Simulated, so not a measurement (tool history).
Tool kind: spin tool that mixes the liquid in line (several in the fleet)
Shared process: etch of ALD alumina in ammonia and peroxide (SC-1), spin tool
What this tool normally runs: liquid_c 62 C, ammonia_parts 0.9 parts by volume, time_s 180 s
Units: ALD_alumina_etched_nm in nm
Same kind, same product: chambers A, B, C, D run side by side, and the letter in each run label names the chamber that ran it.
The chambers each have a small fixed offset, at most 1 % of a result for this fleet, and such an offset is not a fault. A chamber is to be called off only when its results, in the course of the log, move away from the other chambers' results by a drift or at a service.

run   hour  liquid_c  ammonia_parts  time_s  read-back film thickness of the ALD alumina reference wafer, read on the same gauge (nm)  ALD_alumina_etched_nm
 1A    4.5        62            0.9     180                                                                                    80.001                  23.78
 2D    7.7        62            0.9     180                                                                                    79.986                 24.115
 3C   11.3        62            0.9     180                                                                                    80.011                 23.971
 4B   13.4        62            0.9     180                                                                                    79.963                 23.773
 5A   16.4        62            0.9     180                                                                                    80.038                 23.948
 6C   19.5        62            0.9     180                                                                                    80.016                 23.875
 7B   22.8        62            0.9     180                                                                                     80.02                 23.771
      23.2  -- chamber D: new drum of ammonia solution connected
 8D   26.1        62            0.9     180                                                                                    79.945                 24.303
 9C   29.3        62            0.9     180                                                                                    80.001                 23.993
10B   34.1        53            0.9     285                                                                                    80.029                 23.844
11D   36.9        53            0.9     285                                                                                        80                 24.007
12A   41.7        53            0.9     285                                                                                    80.023                 23.903
13C   46.4        53            0.9     285                                                                                    79.946                 23.825
14D   50.3        62            0.9     180                                                                                     80.01                 24.032
15A     54        62            0.9     180                                                                                    79.956                 23.792
16B   57.2        62            0.9     180                                                                                    79.963                 23.893
17A     60        62            0.9     180                                                                                    79.992                 23.873
18D   62.7        62            0.9     180                                                                                    80.016                 23.951
19B   67.1        62            0.9     180                                                                                    79.993                 23.951
20C   70.9        62            0.9     180                                                                                     80.01                 23.844
21B   75.6        62            0.9     180                                                                                    80.001                 23.771
22C   79.9        62            0.9     180                                                                                    80.032                 23.764
23D   82.4        62            0.9     180                                                                                    79.994                 24.069
24A   85.4        62            0.9     180                                                                                    79.989                  23.91
25B     89        62            0.9     180                                                                                    79.978                 23.904
26A   91.7        62            1.1     245                                                                                    79.971                 33.349
27C   94.9        62            1.1     245                                                                                    80.007                 32.689
28D   97.3        62            1.1     245                                                                                        80                 33.428
29A  100.5        62            1.1     245                                                                                    80.016                 33.084
30B  105.2      66.5            0.9     145                                                                                    80.018                 24.189
31C  107.5      66.5            0.9     145                                                                                    79.999                 23.908
32D  110.7      66.5            0.9     145                                                                                    79.983                 24.141
33C  115.3      66.5            0.9     145                                                                                    80.005                  23.74
     119.9  -- chamber A: new drum of ammonia solution connected
34B  120.1        62            0.9     180                                                                                    80.046                 23.902
35A  122.3      65.5            0.9     180                                                                                    79.982                 28.293
36D  127.1      65.5            0.9     180                                                                                    79.987                 28.618
37B  131.8      65.5            0.9     180                                                                                    80.018                 28.629
38D  134.7      65.5            0.9     180                                                                                    79.966                  28.67
39A  136.9        62            0.9     225                                                                                    79.988                 29.882
40C  139.1        62            0.9     225                                                                                    80.064                 29.208
41A  141.8        62            0.9     225                                                                                    80.006                 29.915
42D    144        62            0.9     225                                                                                    80.027                 30.008
43B  147.5        62            0.9     180                                                                                    79.993                 24.128

Decide between three cases: one chamber stands off from its peers, the gauge reading all wafers drifts, or nothing is wrong past each chamber's small offset. Where a chamber is off, say which and what most likely put it there.

Little by little, chamber C moves away from the other chambers.
Likeliest cause: temperature lost on the way to the wafer (K) = 0.579.
The log may not tell that from: liquid colder than its thermometer reads (K).

Below are 4 candidate recipes for chamber C's next run, each the usual settings with a change, their results shown as question marks. Which of them brings C's results back in line with what the other chambers give on the usual settings?
In line means no further than this from the other chambers' mean on the usual settings: ALD_alumina_etched_nm 0.36 nm
44C-1   151        63            0.9     180                                                                                                                ?
44C-2   151        62            0.9     185                                                                                                                ?
44C-3   151        62            0.9     175                                                                                                                ?
44C-4   151      61.5            0.9     175                                                                                                                ?

Usual-settings mean across the other chambers: ALD_alumina_etched_nm 23.948 nm
  run  ALD_alumina_etched_nm
44C-1                 24.467
44C-2                 23.904
44C-3                 22.612
44C-4                 22.043
Change 44C-2 lands the chamber within the allowed miss of the other chambers.

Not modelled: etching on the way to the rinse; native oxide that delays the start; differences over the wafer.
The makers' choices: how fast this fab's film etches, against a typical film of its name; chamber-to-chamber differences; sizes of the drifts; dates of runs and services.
